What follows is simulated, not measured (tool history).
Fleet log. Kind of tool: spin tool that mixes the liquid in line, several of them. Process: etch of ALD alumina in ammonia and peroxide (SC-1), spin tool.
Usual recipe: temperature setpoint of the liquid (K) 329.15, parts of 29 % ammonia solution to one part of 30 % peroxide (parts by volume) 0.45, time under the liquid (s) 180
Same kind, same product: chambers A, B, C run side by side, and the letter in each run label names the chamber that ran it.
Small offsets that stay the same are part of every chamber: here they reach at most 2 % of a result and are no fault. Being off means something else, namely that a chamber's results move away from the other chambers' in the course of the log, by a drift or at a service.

run	hour	temperature setpoint of the liquid (K)	parts of 29 % ammonia solution to one part of 30 % peroxide (parts by volume)	time under the liquid (s)	hours since the thermometer was replaced	hours since the ammonia flow meter was replaced	hours since the heated supply line was repaired	hours since the drum of ammonia solution was connected	read-back film thickness of the ALD alumina reference wafer, read on the same gauge (nm)	thickness taken off the ALD alumina on a monitor wafer (nm)
1B	8.0	329.15	0.45	180	2197.2	1042.4	831.1	48.4	50.032	11.0850
2C	12.8	329.15	0.45	180	172.9	27.8	597.1	827.7	50.047	11.1620
3A	18.3	329.15	0.45	180	740.8	1310.6	146.1	181.5	50.008	10.8530
4C	25.5	329.15	0.45	180	185.6	40.5	609.8	840.4	49.963	11.1400
# hour 27.9: chamber A: new drum of ammonia solution connected
5B	33.0	329.15	0.40	125	2222.2	1067.4	856.1	73.4	49.975	7.5969
6A	39.1	329.15	0.40	125	761.6	1331.4	166.9	11.3	49.999	7.5649
7C	43.5	329.15	0.40	125	203.6	58.5	627.8	858.4	49.945	7.6829
8A	50.5	335.65	0.45	115	773.0	1342.8	178.3	22.7	50.020	9.8327
9B	56.6	335.65	0.45	115	2245.8	1091.0	879.7	97.0	49.971	9.7942
10B	62.9	335.65	0.45	115	2252.1	1097.3	886.0	103.3	49.977	9.9134
11A	69.0	329.15	0.45	180	791.5	1361.3	196.8	41.2	50.001	10.8580
12C	73.6	329.15	0.45	180	233.7	88.6	657.9	888.5	49.968	11.2300
13B	78.6	329.15	0.45	180	2267.8	1113.0	901.7	119.0	49.953	11.1200
14C	84.5	338.65	0.35	180	244.6	99.5	668.8	899.4	50.036	17.6290
15A	88.7	338.65	0.35	180	811.2	1381.0	216.5	60.9	50.011	17.5570
16B	97.5	338.65	0.35	180	2286.7	1131.9	920.6	137.9	50.016	17.4300
17C	103.3	329.15	0.45	180	263.4	118.3	687.6	918.2	49.996	11.2000
# hour 108.6: chamber B: ammonia flow meter replaced
18A	110.0	329.15	0.45	180	832.5	1402.3	237.8	82.2	49.988	10.9660
19B	115.1	338.65	0.55	180	2304.3	6.6	938.2	155.5	49.975	17.8980
20C	119.2	338.65	0.55	180	279.3	134.2	703.5	934.1	50.058	18.4110
21A	127.3	338.65	0.55	180	849.8	1419.6	255.1	99.5	50.009	18.2830
22C	136.1	329.15	0.45	180	296.2	151.1	720.4	951.0	49.963	11.2990
23B	140.6	329.15	0.25	180	2329.8	32.1	963.7	181.0	50.008	10.2020
24A	145.4	329.15	0.25	180	867.9	1437.7	273.2	117.6	50.026	10.3270
25B	149.5	329.15	0.25	180	2338.7	41.0	972.6	189.9	49.997	10.2770
26A	153.6	335.15	0.45	255	876.1	1445.9	281.4	125.8	49.997	21.3150
27C	161.0	335.15	0.45	255	321.1	176.0	745.3	975.9	50.033	21.5170
28B	169.6	335.15	0.45	255	2358.8	61.1	992.7	210.0	49.995	20.6010
29A	177.4	329.15	0.45	180	899.9	1469.7	305.2	149.6	49.995	10.8970
# hour 180.0: chamber B: new drum of ammonia solution connected
30C	185.4	329.15	0.45	180	345.5	200.4	769.7	1000.3	50.013	11.1390
31B	192.8	329.15	0.45	180	2382.0	84.3	1015.9	12.8	50.035	10.6270
32C	200.3	329.15	0.45	180	360.4	215.3	784.6	1015.2	49.989	11.2790
33A	204.7	329.15	0.45	180	927.2	1497.0	332.5	176.9	49.983	10.9710
34C	211.4	336.65	0.45	275	371.5	226.4	795.7	1026.3	49.938	24.9260
35B	217.0	336.65	0.45	275	2406.2	108.5	1040.1	37.0	50.054	23.3710
36A	221.0	336.65	0.45	275	943.5	1513.3	348.8	193.2	49.975	24.8300
37B	226.8	329.15	0.45	180	2416.0	118.3	1049.9	46.8	49.971	10.3480
38C	233.1	329.15	0.45	180	393.2	248.1	817.4	1048.0	49.993	11.1210
39A	240.9	329.15	0.45	180	963.4	1533.2	368.7	213.1	50.004	11.0190

All 3 chambers run these settings next. Forecast each chamber's results:
40A	247.3	329.15	0.35	180						?
40B	247.3	329.15	0.35	180						?
40C	247.3	329.15	0.35	180						?

run	thickness taken off the ALD alumina on a monitor wafer (nm)
40A	10.8560
40B	10.0550
40C	10.9270
